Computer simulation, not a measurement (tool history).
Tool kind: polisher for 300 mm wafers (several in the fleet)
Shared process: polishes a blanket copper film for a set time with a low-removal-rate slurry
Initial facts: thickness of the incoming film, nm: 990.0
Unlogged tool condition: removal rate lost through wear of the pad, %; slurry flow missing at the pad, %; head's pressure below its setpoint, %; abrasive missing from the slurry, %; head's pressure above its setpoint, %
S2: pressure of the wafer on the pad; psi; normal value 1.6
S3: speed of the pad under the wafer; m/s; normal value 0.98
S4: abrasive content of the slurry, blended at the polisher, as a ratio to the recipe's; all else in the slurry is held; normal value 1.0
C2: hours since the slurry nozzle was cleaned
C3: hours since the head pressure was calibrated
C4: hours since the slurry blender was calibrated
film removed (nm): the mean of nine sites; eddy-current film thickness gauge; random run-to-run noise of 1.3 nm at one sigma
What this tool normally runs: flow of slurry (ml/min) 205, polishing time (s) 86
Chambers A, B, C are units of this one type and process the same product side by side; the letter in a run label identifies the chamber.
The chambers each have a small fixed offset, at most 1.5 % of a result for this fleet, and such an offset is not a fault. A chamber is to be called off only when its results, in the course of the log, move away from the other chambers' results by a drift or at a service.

{"run": "1B", "day": 0.217, "flow of slurry (ml/min)": 205, "S2": 1.6, "S3": 0.98, "S4": 1.0, "polishing time (s)": 86, "wafers polished on this pad": 685, "C2": 342.6, "C3": 377.7, "C4": 280.0, "film removed (nm)": 124.62}
{"run": "2C", "day": 0.567, "flow of slurry (ml/min)": 205, "S2": 1.6, "S3": 0.98, "S4": 1.0, "polishing time (s)": 86, "wafers polished on this pad": 584, "C2": 311.9, "C3": 383.6, "C4": 43.2, "film removed (nm)": 128.84}
{"day": 0.925, "done": "chamber C: worn pad replaced by a new one"}
{"run": "3A", "day": 0.946, "flow of slurry (ml/min)": 205, "S2": 1.6, "S3": 0.98, "S4": 1.0, "polishing time (s)": 86, "wafers polished on this pad": 339, "C2": 180.8, "C3": 247.1, "C4": 169.4, "film removed (nm)": 127.65}
{"run": "4B", "day": 1.338, "flow of slurry (ml/min)": 205, "S2": 1.6, "S3": 0.98, "S4": 1.0, "polishing time (s)": 86, "wafers polished on this pad": 1040, "C2": 369.5, "C3": 404.6, "C4": 306.9, "film removed (nm)": 125.57}
{"day": 1.358, "done": "chamber A: worn pad replaced by a new one"}
{"day": 1.392, "done": "chamber B: slurry blender recalibrated"}
{"run": "5C", "day": 1.517, "flow of slurry (ml/min)": 205, "S2": 1.6, "S3": 0.98, "S4": 1.0, "polishing time (s)": 86, "wafers polished on this pad": 187, "C2": 334.7, "C3": 406.4, "C4": 66.0, "film removed (nm)": 130.39}
{"day": 1.533, "done": "chamber B: worn pad replaced by a new one"}
{"run": "6A", "day": 1.867, "flow of slurry (ml/min)": 205, "S2": 1.6, "S3": 0.98, "S4": 1.0, "polishing time (s)": 86, "wafers polished on this pad": 161, "C2": 202.9, "C3": 269.2, "C4": 191.5, "film removed (nm)": 126.04}
{"run": "7A", "day": 2.154, "flow of slurry (ml/min)": 205, "S2": 1.6, "S3": 0.98, "S4": 1.0, "polishing time (s)": 86, "wafers polished on this pad": 252, "C2": 209.8, "C3": 276.1, "C4": 198.4, "film removed (nm)": 126.75}
{"run": "8C", "day": 2.367, "flow of slurry (ml/min)": 205, "S2": 1.6, "S3": 0.98, "S4": 1.0, "polishing time (s)": 86, "wafers polished on this pad": 456, "C2": 355.1, "C3": 426.8, "C4": 86.4, "film removed (nm)": 130.75}
{"run": "9B", "day": 2.671, "flow of slurry (ml/min)": 205, "S2": 1.3, "S3": 0.98, "S4": 1.0, "polishing time (s)": 86, "wafers polished on this pad": 360, "C2": 401.5, "C3": 436.6, "C4": 30.7, "film removed (nm)": 103.03}
{"day": 2.875, "done": "chamber A: worn pad replaced by a new one"}
{"run": "10A", "day": 2.896, "flow of slurry (ml/min)": 205, "S2": 1.3, "S3": 0.98, "S4": 1.0, "polishing time (s)": 86, "wafers polished on this pad": 7, "C2": 227.6, "C3": 293.9, "C4": 216.2, "film removed (nm)": 104.22}
{"day": 3.054, "done": "chamber C: worn pad replaced by a new one"}
{"run": "11B", "day": 3.167, "flow of slurry (ml/min)": 205, "S2": 1.3, "S3": 0.98, "S4": 1.0, "polishing time (s)": 86, "wafers polished on this pad": 517, "C2": 413.4, "C3": 448.5, "C4": 42.6, "film removed (nm)": 102.01}
{"run": "12C", "day": 3.488, "flow of slurry (ml/min)": 205, "S2": 1.6, "S3": 0.98, "S4": 1.0, "polishing time (s)": 86, "wafers polished on this pad": 138, "C2": 382.0, "C3": 453.7, "C4": 113.3, "film removed (nm)": 126.8}
{"run": "13A", "day": 3.683, "flow of slurry (ml/min)": 205, "S2": 1.6, "S3": 0.98, "S4": 1.0, "polishing time (s)": 86, "wafers polished on this pad": 256, "C2": 246.5, "C3": 312.8, "C4": 235.1, "film removed (nm)": 127.88}
{"run": "14C", "day": 4.038, "flow of slurry (ml/min)": 205, "S2": 1.6, "S3": 0.98, "S4": 1.0, "polishing time (s)": 86, "wafers polished on this pad": 312, "C2": 395.2, "C3": 466.9, "C4": 126.5, "film removed (nm)": 127.35}
{"day": 4.079, "done": "chamber B: head pressure recalibrated"}
{"day": 4.083, "done": "chamber B: slurry nozzle cleaned"}
{"run": "15B", "day": 4.338, "flow of slurry (ml/min)": 205, "S2": 1.6, "S3": 0.98, "S4": 1.0, "polishing time (s)": 86, "wafers polished on this pad": 887, "C2": 6.1, "C3": 6.3, "C4": 70.7, "film removed (nm)": 125.91}
{"run": "16B", "day": 4.521, "flow of slurry (ml/min)": 205, "S2": 1.6, "S3": 0.98, "S4": 1.0, "polishing time (s)": 86, "wafers polished on this pad": 945, "C2": 10.5, "C3": 10.7, "C4": 75.1, "film removed (nm)": 126.26}
{"day": 4.533, "done": "chamber A: worn pad replaced by a new one"}
{"day": 4.762, "done": "chamber B: worn pad replaced by a new one"}
{"run": "17C", "day": 4.925, "flow of slurry (ml/min)": 205, "S2": 1.6, "S3": 0.98, "S4": 1.0, "polishing time (s)": 86, "wafers polished on this pad": 592, "C2": 416.5, "C3": 488.2, "C4": 147.8, "film removed (nm)": 122.37}
{"run": "18A", "day": 5.129, "flow of slurry (ml/min)": 205, "S2": 1.6, "S3": 0.98, "S4": 1.0, "polishing time (s)": 86, "wafers polished on this pad": 189, "C2": 281.2, "C3": 347.5, "C4": 269.8, "film removed (nm)": 126.61}
{"day": 5.375, "done": "chamber C: worn pad replaced by a new one"}
{"run": "19C", "day": 5.4, "flow of slurry (ml/min)": 205, "S2": 1.6, "S3": 0.98, "S4": 1.0, "polishing time (s)": 86, "wafers polished on this pad": 8, "C2": 427.9, "C3": 499.6, "C4": 159.2, "film removed (nm)": 123.44}
{"run": "20A", "day": 5.688, "flow of slurry (ml/min)": 205, "S2": 1.6, "S3": 0.98, "S4": 1.0, "polishing time (s)": 86, "wafers polished on this pad": 365, "C2": 294.6, "C3": 360.9, "C4": 283.2, "film removed (nm)": 125.21}
{"run": "21B", "day": 5.892, "flow of slurry (ml/min)": 205, "S2": 1.6, "S3": 0.98, "S4": 1.0, "polishing time (s)": 86, "wafers polished on this pad": 357, "C2": 43.4, "C3": 43.6, "C4": 108.0, "film removed (nm)": 127.65}
{"day": 5.967, "done": "chamber A: worn pad replaced by a new one"}
{"run": "22C", "day": 6.262, "flow of slurry (ml/min)": 205, "S2": 1.6, "S3": 0.98, "S4": 1.0, "polishing time (s)": 86, "wafers polished on this pad": 281, "C2": 448.6, "C3": 520.3, "C4": 179.9, "film removed (nm)": 119.19}
{"run": "23A", "day": 6.475, "flow of slurry (ml/min)": 205, "S2": 1.6, "S3": 0.98, "S4": 1.0, "polishing time (s)": 86, "wafers polished on this pad": 161, "C2": 313.5, "C3": 379.8, "C4": 302.1, "film removed (nm)": 124.13}
{"run": "24B", "day": 6.671, "flow of slurry (ml/min)": 205, "S2": 1.6, "S3": 0.98, "S4": 1.0, "polishing time (s)": 86, "wafers polished on this pad": 603, "C2": 62.1, "C3": 62.3, "C4": 126.7, "film removed (nm)": 127.21}
{"run": "25A", "day": 6.862, "flow of slurry (ml/min)": 205, "S2": 1.6, "S3": 0.98, "S4": 1.0, "polishing time (s)": 86, "wafers polished on this pad": 284, "C2": 322.8, "C3": 389.1, "C4": 311.4, "film removed (nm)": 126.37}
{"run": "26C", "day": 7.075, "flow of slurry (ml/min)": 205, "S2": 1.6, "S3": 0.98, "S4": 1.0, "polishing time (s)": 86, "wafers polished on this pad": 537, "C2": 468.1, "C3": 539.8, "C4": 199.4, "film removed (nm)": 118.33}
{"run": "27B", "day": 7.338, "flow of slurry (ml/min)": 205, "S2": 1.8, "S3": 0.98, "S4": 1.2, "polishing time (s)": 86, "wafers polished on this pad": 814, "C2": 78.1, "C3": 78.3, "C4": 142.7, "film removed (nm)": 146.57}

Is one chamber off against the others, does the gauge drift, or is nothing wrong? If a chamber is off, say which, and what the likeliest cause is.

It is chamber C that slowly wanders off from its peers.
What lies behind it: head's pressure below its setpoint, % = 8.9.
The log may not tell that from: slurry flow missing at the pad, %; abrasive missing from the slurry, %.

Here are 4 candidates for chamber C's next run, each the usual settings with a change, their results left as question marks. Which one brings its results back in line with what the others give on the usual settings?
In-line tolerance around the mean of the other chambers on the usual settings: film removed (nm) 4.30
{"run": "28C-1", "day": 7.633, "flow of slurry (ml/min)": 200, "S2": 1.6, "S3": 0.98, "S4": 1.0, "polishing time (s)": 75, "film removed (nm)": "?"}
{"run": "28C-2", "day": 7.633, "flow of slurry (ml/min)": 125, "S2": 1.6, "S3": 0.98, "S4": 1.0, "polishing time (s)": 86, "film removed (nm)": "?"}
{"run": "28C-3", "day": 7.633, "flow of slurry (ml/min)": 205, "S2": 1.6, "S3": 1.12, "S4": 1.0, "polishing time (s)": 86, "film removed (nm)": "?"}
{"run": "28C-4", "day": 7.633, "flow of slurry (ml/min)": 205, "S2": 1.6, "S3": 0.98, "S4": 1.0, "polishing time (s)": 92, "film removed (nm)": "?"}

Average result of the remaining chambers running the usual settings: film removed (nm) 126.85
run=28C-1 film_removed_(nm)=103.15
run=28C-2 film_removed_(nm)=109.38
run=28C-3 film_removed_(nm)=135.80
run=28C-4 film_removed_(nm)=126.94
28C-4 is the one that brings the chamber's results back in line with the other chambers.
